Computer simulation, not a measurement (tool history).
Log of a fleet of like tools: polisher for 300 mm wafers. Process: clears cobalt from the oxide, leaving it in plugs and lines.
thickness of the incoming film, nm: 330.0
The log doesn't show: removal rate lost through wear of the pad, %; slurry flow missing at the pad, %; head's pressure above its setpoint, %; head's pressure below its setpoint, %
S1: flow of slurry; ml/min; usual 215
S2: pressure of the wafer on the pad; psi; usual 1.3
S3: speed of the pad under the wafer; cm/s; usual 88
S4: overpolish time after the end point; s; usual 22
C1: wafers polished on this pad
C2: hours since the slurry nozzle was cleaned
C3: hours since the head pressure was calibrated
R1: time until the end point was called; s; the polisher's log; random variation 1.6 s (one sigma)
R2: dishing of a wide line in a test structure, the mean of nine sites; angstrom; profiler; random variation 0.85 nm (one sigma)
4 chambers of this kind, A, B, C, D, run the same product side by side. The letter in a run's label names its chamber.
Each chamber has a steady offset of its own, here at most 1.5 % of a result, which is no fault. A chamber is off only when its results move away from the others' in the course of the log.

Run 1A, day 0.112: usual settings; C1 41; C2 46.6; C3 202.4. Result: R1 99.513 s, R2 515.33 angstrom.
At day 0.192: chamber B: slurry nozzle cleaned.
Run 2B, day 0.233: usual settings; C1 337; C2 1.1; C3 553.8. Result: R1 101.42 s, R2 526.42 angstrom.
Run 3C, day 0.383: usual settings; C1 455; C2 235.3; C3 276.8. Result: R1 98.953 s, R2 522.91 angstrom.
Run 4D, day 0.529: usual settings; C1 709; C2 333.7; C3 472.4. Result: R1 100.73 s, R2 531.42 angstrom.
Run 5C, day 0.683: usual settings; C1 517; C2 242.5; C3 284. Result: R1 101.51 s, R2 517.48 angstrom.
Run 6A, day 0.779: usual settings; C1 179; C2 62.6; C3 218.4. Result: R1 102.3 s, R2 515.27 angstrom.
Run 7B, day 0.925: usual settings; C1 481; C2 17.7; C3 570.4. Result: R1 100.17 s, R2 520.08 angstrom.
Run 8D, day 1.046: usual settings; C1 816; C2 346.1; C3 484.8. Result: R1 97.943 s, R2 528.65 angstrom.
Run 9B, day 1.154: usual settings; C1 528; C2 23.2; C3 575.9. Result: R1 100.14 s, R2 521.17 angstrom.
Run 10D, day 1.275: usual settings; C1 864; C2 351.6; C3 490.3. Result: R1 102.86 s, R2 529.08 angstrom.
Run 11C, day 1.458: usual settings but S3 68 cm/s, S4 35 s; C1 678; C2 261.1; C3 302.6. Result: R1 131.95 s, R2 609.62 angstrom.
Run 12A, day 1.629: usual settings but S3 68 cm/s, S4 35 s; C1 356; C2 83; C3 238.8. Result: R1 128.22 s, R2 602.07 angstrom.
Run 13A, day 1.742: usual settings but S3 68 cm/s, S4 35 s; C1 379; C2 85.7; C3 241.5. Result: R1 129.14 s, R2 593.35 angstrom.
At day 1.746: chamber B: worn pad replaced by a new one.
Run 14B, day 1.829: usual settings but S3 68 cm/s, S4 35 s; C1 17; C2 39.4; C3 592.1. Result: R1 129.87 s, R2 589.32 angstrom.
Run 15D, day 1.933: usual settings; C1 1000; C2 367.4; C3 506.1. Result: R1 101.39 s, R2 512.27 angstrom.
Run 16C, day 2.083: usual settings; C1 808; C2 276.1; C3 317.6. Result: R1 102.41 s, R2 527.2 angstrom.
Run 17C, day 2.2: usual settings; C1 832; C2 278.9; C3 320.4. Result: R1 101.89 s, R2 532.51 angstrom.
Run 18D, day 2.342: usual settings; C1 1085; C2 377.2; C3 515.9. Result: R1 99.003 s, R2 501.8 angstrom.
Run 19A, day 2.533: usual settings; C1 543; C2 104.7; C3 260.5. Result: R1 98.03 s, R2 518.1 angstrom.
Run 20B, day 2.629: usual settings; C1 183; C2 58.6; C3 611.3. Result: R1 99.498 s, R2 517.25 angstrom.
Run 21B, day 2.738: usual settings; C1 205; C2 61.2; C3 613.9. Result: R1 99.489 s, R2 509.9 angstrom.
Run 22D, day 2.825: usual settings but S1 160 ml/min, S4 33 s; C1 1186; C2 388.8; C3 527.5. Result: R1 103.04 s, R2 661.65 angstrom.
Run 23A, day 2.962: usual settings but S1 160 ml/min, S4 33 s; C1 632; C2 115; C3 270.8. Result: R1 104.38 s, R2 652.37 angstrom.
Run 24C, day 3.096: usual settings but S1 160 ml/min, S4 33 s; C1 1018; C2 300.4; C3 341.9. Result: R1 107.97 s, R2 647.92 angstrom.
Run 25D, day 3.183: usual settings but S1 160 ml/min, S4 33 s; C1 1260; C2 397.4; C3 536.1. Result: R1 104.22 s, R2 661.21 angstrom.
Run 26C, day 3.354: usual settings; C1 1072; C2 306.6; C3 348.1. Result: R1 98.335 s, R2 525.3 angstrom.
Run 27B, day 3.492: usual settings; C1 362; C2 79.3; C3 632. Result: R1 101.03 s, R2 515.18 angstrom.
Run 28A, day 3.608: usual settings; C1 766; C2 130.5; C3 286.3. Result: R1 98.227 s, R2 528.4 angstrom.
Run 29D, day 3.771: usual settings; C1 1382; C2 411.5; C3 550.2. Result: R1 101.01 s, R2 516.77 angstrom.
Run 30A, day 3.912: usual settings; C1 830; C2 137.8; C3 293.6. Result: R1 100.97 s, R2 513.23 angstrom.
Run 31C, day 4.012: usual settings; C1 1208; C2 322.4; C3 363.9. Result: R1 97.928 s, R2 531.43 angstrom.
Run 32B, day 4.15: usual settings; C1 498; C2 95.1; C3 647.8. Result: R1 99.9 s, R2 521.96 angstrom.
Run 33A, day 4.271: usual settings; C1 904; C2 146.4; C3 302.2. Result: R1 102.43 s, R2 526.2 angstrom.
At day 4.358: chamber C: worn pad replaced by a new one.
At day 4.392: chamber D: worn pad replaced by a new one.
Run 34C, day 4.45: usual settings; C1 19; C2 332.9; C3 374.4. Result: R1 99.377 s, R2 529.58 angstrom.
Run 35B, day 4.55: usual settings; C1 581; C2 104.7; C3 657.4. Result: R1 100.86 s, R2 514.13 angstrom.
Run 36D, day 4.671: usual settings but S2 1.6 psi, S4 26 s; C1 58; C2 433.1; C3 571.8. Result: R1 80.004 s, R2 647.4 angstrom.
Run 37A, day 4.817: usual settings but S2 1.6 psi, S4 26 s; C1 1017; C2 159.5; C3 315.3. Result: R1 81.101 s, R2 639.59 angstrom.
Run 38C, day 4.908: usual settings but S2 1.6 psi, S4 26 s; C1 114; C2 343.9; C3 385.4. Result: R1 81.552 s, R2 666.23 angstrom.

Is one chamber off against the others, does the gauge drift, or is nothing wrong? If a chamber is off, say which, and what the likeliest cause is.

No chamber stands off beyond its own small offset, and the gauge holds steady.
